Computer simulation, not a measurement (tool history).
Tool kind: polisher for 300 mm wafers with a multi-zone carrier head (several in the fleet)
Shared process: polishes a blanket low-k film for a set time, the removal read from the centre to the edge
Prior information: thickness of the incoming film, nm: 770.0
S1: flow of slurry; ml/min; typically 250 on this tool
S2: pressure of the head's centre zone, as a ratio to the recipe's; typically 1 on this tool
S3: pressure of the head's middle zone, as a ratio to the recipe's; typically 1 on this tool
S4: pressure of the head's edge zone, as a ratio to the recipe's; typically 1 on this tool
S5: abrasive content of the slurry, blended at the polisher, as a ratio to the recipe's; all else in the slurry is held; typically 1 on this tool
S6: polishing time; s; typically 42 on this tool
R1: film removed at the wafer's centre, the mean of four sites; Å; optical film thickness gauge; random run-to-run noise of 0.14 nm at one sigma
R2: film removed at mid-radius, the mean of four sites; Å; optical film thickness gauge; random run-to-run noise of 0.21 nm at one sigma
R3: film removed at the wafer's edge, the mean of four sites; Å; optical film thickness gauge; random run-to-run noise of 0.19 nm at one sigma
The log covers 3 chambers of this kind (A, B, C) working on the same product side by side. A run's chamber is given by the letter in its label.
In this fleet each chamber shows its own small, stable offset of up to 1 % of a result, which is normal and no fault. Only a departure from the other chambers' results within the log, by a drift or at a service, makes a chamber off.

{"run": "1C", "hour": 4.9, "S1": 250, "S2": 1, "S3": 1, "S4": 1, "S5": 1, "S6": 42, "R1": 178.17, "R2": 179.12, "R3": 173.77}
{"run": "2B", "hour": 11.1, "S1": 250, "S2": 1, "S3": 1, "S4": 1, "S5": 1, "S6": 42, "R1": 178.23, "R2": 177.38, "R3": 173.68}
{"run": "3A", "hour": 17.5, "S1": 250, "S2": 1, "S3": 1, "S4": 1, "S5": 1, "S6": 42, "R1": 175.42, "R2": 178.23, "R3": 178.24}
{"run": "4C", "hour": 26.2, "S1": 250, "S2": 1, "S3": 1, "S4": 1, "S5": 1, "S6": 42, "R1": 178.41, "R2": 174.82, "R3": 176.17}
{"run": "5B", "hour": 32.7, "S1": 250, "S2": 1, "S3": 1, "S4": 1, "S5": 1, "S6": 33, "R1": 139.26, "R2": 139.8, "R3": 138.69}
{"run": "6A", "hour": 40.3, "S1": 250, "S2": 1, "S3": 1, "S4": 1, "S5": 1, "S6": 33, "R1": 139.91, "R2": 140.94, "R3": 139.42}
{"hour": 40.4, "done": "chamber B: worn pad replaced by a new one"}
{"run": "7B", "hour": 46.5, "S1": 250, "S2": 1, "S3": 1, "S4": 1, "S5": 1, "S6": 33, "R1": 140.22, "R2": 136.24, "R3": 137.45}
{"run": "8A", "hour": 51.2, "S1": 250, "S2": 1, "S3": 1, "S4": 1, "S5": 1, "S6": 42, "R1": 177.4, "R2": 177.83, "R3": 176.45}
{"run": "9C", "hour": 58.1, "S1": 250, "S2": 1, "S3": 1, "S4": 1, "S5": 1, "S6": 42, "R1": 177.85, "R2": 177.55, "R3": 178.04}
{"hour": 60.3, "done": "chamber A: edge zone pressure recalibrated"}
{"run": "10B", "hour": 65.1, "S1": 250, "S2": 1, "S3": 1, "S4": 1, "S5": 1, "S6": 42, "R1": 175.97, "R2": 179.64, "R3": 175.08}
{"hour": 68.3, "done": "chamber A: worn pad replaced by a new one"}
{"hour": 72.0, "done": "chamber C: worn pad replaced by a new one"}
{"run": "11A", "hour": 73.3, "S1": 250, "S2": 1, "S3": 1, "S4": 1, "S5": 1, "S6": 42, "R1": 177.84, "R2": 175.98, "R3": 176.05}
{"run": "12C", "hour": 80.6, "S1": 250, "S2": 1, "S3": 1, "S4": 1, "S5": 1, "S6": 42, "R1": 177.59, "R2": 179.13, "R3": 174.96}
{"run": "13B", "hour": 84.8, "S1": 250, "S2": 1, "S3": 1, "S4": 1, "S5": 1, "S6": 42, "R1": 175.84, "R2": 177.66, "R3": 180.09}
{"hour": 86.7, "done": "chamber C: slurry nozzle cleaned"}
{"run": "14C", "hour": 91.9, "S1": 250, "S2": 1, "S3": 1, "S4": 1, "S5": 1, "S6": 42, "R1": 178.42, "R2": 177.34, "R3": 179.09}
{"run": "15A", "hour": 99.3, "S1": 250, "S2": 1, "S3": 1, "S4": 1, "S5": 1, "S6": 42, "R1": 178.26, "R2": 173.01, "R3": 177.41}
{"run": "16B", "hour": 104.4, "S1": 250, "S2": 1, "S3": 1, "S4": 1, "S5": 1, "S6": 42, "R1": 176.99, "R2": 176.02, "R3": 174.62}
{"run": "17A", "hour": 111.3, "S1": 250, "S2": 1, "S3": 1, "S4": 1, "S5": 1, "S6": 42, "R1": 175.23, "R2": 175.72, "R3": 176.16}
{"run": "18C", "hour": 116.0, "S1": 250, "S2": 1, "S3": 1, "S4": 1, "S5": 1, "S6": 42, "R1": 180.08, "R2": 178.83, "R3": 172.5}
{"run": "19A", "hour": 120.3, "S1": 250, "S2": 1, "S3": 1.08, "S4": 1, "S5": 1, "S6": 34, "R1": 143.39, "R2": 154.34, "R3": 144.81}
{"run": "20C", "hour": 127.1, "S1": 250, "S2": 1, "S3": 1.08, "S4": 1, "S5": 1, "S6": 34, "R1": 146.68, "R2": 150.8, "R3": 141.84}
{"run": "21B", "hour": 131.5, "S1": 250, "S2": 1, "S3": 1.08, "S4": 1, "S5": 1, "S6": 34, "R1": 144.74, "R2": 155.1, "R3": 142.58}
{"run": "22C", "hour": 137.3, "S1": 250, "S2": 1, "S3": 1, "S4": 1, "S5": 1, "S6": 42, "R1": 178.86, "R2": 173.5, "R3": 178.14}
{"run": "23B", "hour": 146.0, "S1": 250, "S2": 1, "S3": 1, "S4": 1, "S5": 1, "S6": 55, "R1": 232.28, "R2": 229.66, "R3": 235.48}
{"run": "24A", "hour": 150.8, "S1": 250, "S2": 1, "S3": 1, "S4": 1, "S5": 1, "S6": 55, "R1": 230.81, "R2": 230.59, "R3": 231.97}
{"run": "25C", "hour": 156.6, "S1": 250, "S2": 1, "S3": 1, "S4": 1, "S5": 1, "S6": 55, "R1": 232.01, "R2": 232.76, "R3": 231.62}
{"run": "26B", "hour": 163.3, "S1": 250, "S2": 1, "S3": 1, "S4": 1, "S5": 1, "S6": 42, "R1": 176.49, "R2": 174.26, "R3": 177.15}
{"hour": 168.8, "done": "chamber A: slurry nozzle cleaned"}
{"run": "27A", "hour": 172.1, "S1": 250, "S2": 1, "S3": 1, "S4": 1, "S5": 1, "S6": 42, "R1": 178, "R2": 174.25, "R3": 178.99}
{"hour": 172.6, "done": "chamber B: slurry nozzle cleaned"}
{"hour": 179.9, "done": "chamber C: worn pad replaced by a new one"}
{"run": "28B", "hour": 180.0, "S1": 250, "S2": 1, "S3": 1, "S4": 1, "S5": 1, "S6": 42, "R1": 177.36, "R2": 175.16, "R3": 179.66}
{"run": "29C", "hour": 186.4, "S1": 250, "S2": 1, "S3": 1, "S4": 1, "S5": 1, "S6": 42, "R1": 177.06, "R2": 175.58, "R3": 176.17}
{"hour": 190.6, "done": "chamber B: worn pad replaced by a new one"}
{"run": "30A", "hour": 190.8, "S1": 250, "S2": 1, "S3": 1, "S4": 1, "S5": 1, "S6": 42, "R1": 176.36, "R2": 174.02, "R3": 180.3}
{"hour": 199.3, "done": "chamber A: worn pad replaced by a new one"}
{"run": "31B", "hour": 199.6, "S1": 250, "S2": 1, "S3": 1, "S4": 1, "S5": 1, "S6": 42, "R1": 175.87, "R2": 176.24, "R3": 179.71}
{"run": "32C", "hour": 205.2, "S1": 250, "S2": 1, "S3": 1, "S4": 1, "S5": 1, "S6": 42, "R1": 179.62, "R2": 178.94, "R3": 177.14}
{"run": "33A", "hour": 213.0, "S1": 250, "S2": 1, "S3": 1, "S4": 1, "S5": 1, "S6": 42, "R1": 178.66, "R2": 178.5, "R3": 176.41}
{"run": "34C", "hour": 218.7, "S1": 250, "S2": 1, "S3": 1, "S4": 1, "S5": 1, "S6": 42, "R1": 179.7, "R2": 175.59, "R3": 176.98}
{"run": "35A", "hour": 223.6, "S1": 250, "S2": 1, "S3": 1, "S4": 1, "S5": 1, "S6": 42, "R1": 176.83, "R2": 178.45, "R3": 178.36}
{"run": "36B", "hour": 228.0, "S1": 250, "S2": 1, "S3": 1, "S4": 1, "S5": 1, "S6": 42, "R1": 174.88, "R2": 176.83, "R3": 175.85}
{"run": "37A", "hour": 236.9, "S1": 250, "S2": 1, "S3": 1, "S4": 1, "S5": 1, "S6": 42, "R1": 177.49, "R2": 176.8, "R3": 179.52}
{"run": "38B", "hour": 243.5, "S1": 250, "S2": 1, "S3": 1, "S4": 1, "S5": 1, "S6": 42, "R1": 178.59, "R2": 175.76, "R3": 174.04}

Read the log: is a single chamber off, either drifting away or since a service, is the gauge that measures every chamber drifting, or is nothing wrong beyond small per-chamber offsets? Name any odd chamber and what most likely caused it.

Nothing is wrong: each chamber keeps only its own small, steady offset and the gauge holds still.

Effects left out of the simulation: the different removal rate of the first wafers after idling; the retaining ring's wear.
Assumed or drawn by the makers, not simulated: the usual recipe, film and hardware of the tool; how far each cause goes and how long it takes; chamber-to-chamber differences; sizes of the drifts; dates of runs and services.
